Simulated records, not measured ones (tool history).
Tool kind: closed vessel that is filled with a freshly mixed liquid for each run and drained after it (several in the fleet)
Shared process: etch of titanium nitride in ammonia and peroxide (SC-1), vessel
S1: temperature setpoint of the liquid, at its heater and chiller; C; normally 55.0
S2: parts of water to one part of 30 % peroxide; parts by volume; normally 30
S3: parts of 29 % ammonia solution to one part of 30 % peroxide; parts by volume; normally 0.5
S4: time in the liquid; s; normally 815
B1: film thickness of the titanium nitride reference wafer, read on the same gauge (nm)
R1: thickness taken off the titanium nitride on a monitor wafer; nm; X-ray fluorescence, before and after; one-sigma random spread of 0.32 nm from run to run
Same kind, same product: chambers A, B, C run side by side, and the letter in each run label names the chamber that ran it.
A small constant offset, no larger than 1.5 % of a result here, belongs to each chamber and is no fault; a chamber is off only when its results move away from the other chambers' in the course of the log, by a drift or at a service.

run,hour,S1,S2,S3,S4,B1,R1
1C,12.2,55.0,30,0.5,815,79.977,44.541
2A,19.7,55.0,30,0.5,815,80.055,44.564
3B,28.0,55.0,30,0.5,815,79.960,44.553
4A,35.3,55.0,30,0.5,815,79.978,44.339
5B,47.3,55.0,30,0.5,815,80.042,45.306
6C,61.6,55.0,30,0.5,815,79.978,44.351
7B,74.2,55.0,30,0.5,815,80.013,44.353
# hour 76.7: chamber C: new drum of ammonia solution connected
8C,81.8,55.0,30,0.5,815,79.990,44.414
9A,96.3,55.0,30,0.5,815,80.003,43.487
10B,110.8,55.0,30,0.5,815,80.010,44.096
# hour 114.3: chamber B: new drum of ammonia solution connected
11C,124.6,55.0,30,0.5,815,80.040,44.118
12A,133.7,55.0,30,0.5,815,80.016,42.771
# hour 143.0: chamber B: thermometer replaced
13A,144.0,55.0,30,0.5,815,79.999,43.345
14B,153.7,55.0,30,0.5,815,80.007,44.493
15C,160.5,55.0,30,0.5,815,80.005,44.152
16A,170.6,55.0,30,0.5,815,80.020,42.705
17C,179.1,55.0,30,0.5,815,79.979,44.662
18B,188.6,55.0,30,0.5,815,79.992,45.072
19A,202.9,55.0,30,0.5,815,79.988,42.637
20C,215.9,51.0,30,0.5,470,80.007,19.397
21B,229.4,51.0,30,0.5,470,80.026,19.859
22A,241.4,51.0,30,0.5,470,79.981,18.630
23C,249.1,55.0,30,0.5,815,79.970,45.001
24B,260.6,55.0,30,0.5,815,80.029,44.281
25A,271.3,55.0,30,0.5,815,80.037,42.618
26B,281.5,45.5,30,0.5,815,80.013,22.895
27C,296.6,45.5,30,0.5,815,79.978,23.199
28A,310.4,45.5,30,0.5,815,80.024,21.777
29B,318.5,55.0,30,0.5,815,80.010,44.962
30C,332.3,55.0,30,0.5,815,79.994,44.474
31C,345.6,55.0,30,0.5,815,80.005,44.626
32B,359.4,55.0,30,0.5,815,79.974,44.523
33A,372.3,55.0,30,0.5,815,80.006,41.425
34B,383.2,55.0,30,0.5,815,80.021,44.395

All chambers now run identical settings, listed one chamber a line with results as question marks. What results will each chamber show?
35A,394.5,55.0,30,0.5,815,,?
35B,394.5,55.0,30,0.5,815,,?
35C,394.5,55.0,30,0.5,815,,?

run,R1
35A,40.810
35B,44.375
35C,44.743
